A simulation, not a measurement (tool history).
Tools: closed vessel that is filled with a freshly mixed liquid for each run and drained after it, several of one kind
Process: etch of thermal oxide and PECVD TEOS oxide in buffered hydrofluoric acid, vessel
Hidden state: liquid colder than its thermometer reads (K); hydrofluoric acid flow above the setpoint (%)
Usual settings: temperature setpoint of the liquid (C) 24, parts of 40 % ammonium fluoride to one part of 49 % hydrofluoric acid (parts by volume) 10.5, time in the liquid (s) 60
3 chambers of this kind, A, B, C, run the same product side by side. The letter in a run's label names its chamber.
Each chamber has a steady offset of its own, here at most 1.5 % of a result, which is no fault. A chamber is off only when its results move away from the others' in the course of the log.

run,hour,temperature setpoint of the liquid (C),parts of 40 % ammonium fluoride to one part of 49 % hydrofluoric acid (parts by volume),time in the liquid (s),hours since the thermometer was replaced,hours since the hydrofluoric acid flow meter was replaced,"read-back film thickness of the thermal oxide reference wafer, read on the same gauge (nm)","read-back film thickness of the PECVD TEOS oxide reference wafer, read on the same gauge (nm)",thickness taken off the thermal oxide on a monitor wafer (angstrom),thickness taken off the PECVD TEOS oxide on a monitor wafer (angstrom)
1B,3.8,24,10.5,60,1980.6,727.7,30.039,50.013,601.82,980.57
2C,11,24,10.5,60,115.5,278.9,29.993,50.003,602.6,990.21
3A,15.3,24,10.5,60,2657.2,482.3,30.023,49.99,606.22,975.14
4B,22.3,24,10.5,60,1999.1,746.2,29.974,49.968,613.08,982.26
5A,28.3,24,10.5,60,2670.2,495.3,29.973,50.012,595.35,976.98
6C,35.9,24,10.5,60,140.4,303.8,30.021,49.987,605.92,990.53
7A,40.7,24,10.5,60,2682.6,507.7,30.054,49.983,608.36,979.09
8C,46.7,24,7,80,151.2,314.6,30.033,50.012,1165.6,1921.1
9B,52.9,24,7,80,2029.7,776.8,30.03,49.986,1187.6,1937.8
10C,59.9,24,7,80,164.4,327.8,30.033,50.012,1170.7,1934.9
11B,66.6,24,10.5,60,2043.4,790.5,30.04,50.018,602.83,982.98
12A,72.4,24,10.5,60,2714.3,539.4,30.047,49.999,607.49,979.01
13A,79.8,24,10.5,60,2721.7,546.8,29.999,49.991,608.2,973.03
14C,86.6,24,10.5,60,191.1,354.5,29.993,49.999,599.34,992.8
15B,90.9,24,10.5,60,2067.7,814.8,29.975,49.994,600.7,983.45
16C,97.2,24,10.5,60,201.7,365.1,30.059,49.982,592.6,992.3
17B,102,19,13.5,60,2078.8,825.9,30.028,50.005,356.29,578.23
18A,108.5,19,13.5,60,2750.4,575.5,29.961,49.996,364.44,578.65
19C,114.3,19,13.5,60,218.8,382.2,30.037,50.006,354.75,586.07
20B,118.9,24,10.5,60,2095.7,842.8,30.024,49.971,602.79,980.66
21A,123.9,24,13,60,2765.8,590.9,30.013,50.003,488.47,795.81
22A,131.3,24,13,60,2773.2,598.3,29.99,50.006,492.14,794.59
23B,136.9,24,13,60,2113.7,860.8,30.01,49.999,495.41,799.07
24C,142.4,24,10.5,60,246.9,410.3,29.99,49.981,595.59,983.69
25C,150,24,10.5,60,254.5,417.9,30.012,49.99,606.51,986.02
26A,154.1,24,10.5,60,2796,621.1,29.99,50.02,608.08,974.79
27B,161.7,24,10.5,60,2138.5,885.6,29.987,50.012,599.95,982.75
28C,166.9,24,10.5,60,271.4,434.8,29.986,50.027,595.16,995.22
29B,172.8,24,10.5,60,2149.6,896.7,30.023,49.99,604.75,983.56
30A,177.8,24,10.5,60,2819.7,644.8,29.983,50.029,614.36,979.43
31A,185.5,24,10.5,60,2827.4,652.5,29.999,50.002,622.59,981.24
32C,189.8,24,10.5,60,294.3,457.7,30.01,49.981,600.29,988.71
33B,196.6,24,10.5,60,2173.4,920.5,30.015,49.993,597.67,980.11
34B,200,24,10.5,60,2176.8,923.9,30.024,50.01,601.25,980.34
35A,204.7,24,10.5,60,2846.6,671.7,29.971,49.977,606.02,983.07
36C,209.8,24,10.5,60,314.3,477.7,30.01,50.002,599.03,991.54
37B,215.4,24,10.5,60,2192.2,939.3,29.987,49.993,601.25,985.21
# hour 215.6: chamber A: thermometer replaced
38A,220.2,24,10.5,60,4.7,687.2,29.987,50.033,611.02,977.13
39C,224.8,24,10.5,60,329.3,492.7,29.963,50.027,602.09,985.72
40A,228.3,24,10.5,60,12.8,695.3,29.984,49.992,599.08,975.04
41C,232.8,24,10.5,60,337.3,500.7,30.012,50.006,593.29,989.86

All 3 chambers run these settings next. Forecast each chamber's results:
42A,238.4,27,10.5,60,,,,,?,?
42B,238.4,27,10.5,60,,,,,?,?
42C,238.4,27,10.5,60,,,,,?,?

run,thickness taken off the thermal oxide on a monitor wafer (angstrom),thickness taken off the PECVD TEOS oxide on a monitor wafer (angstrom)
42A,713.14,1146.9
42B,723.72,1159.6
42C,708.26,1154.8
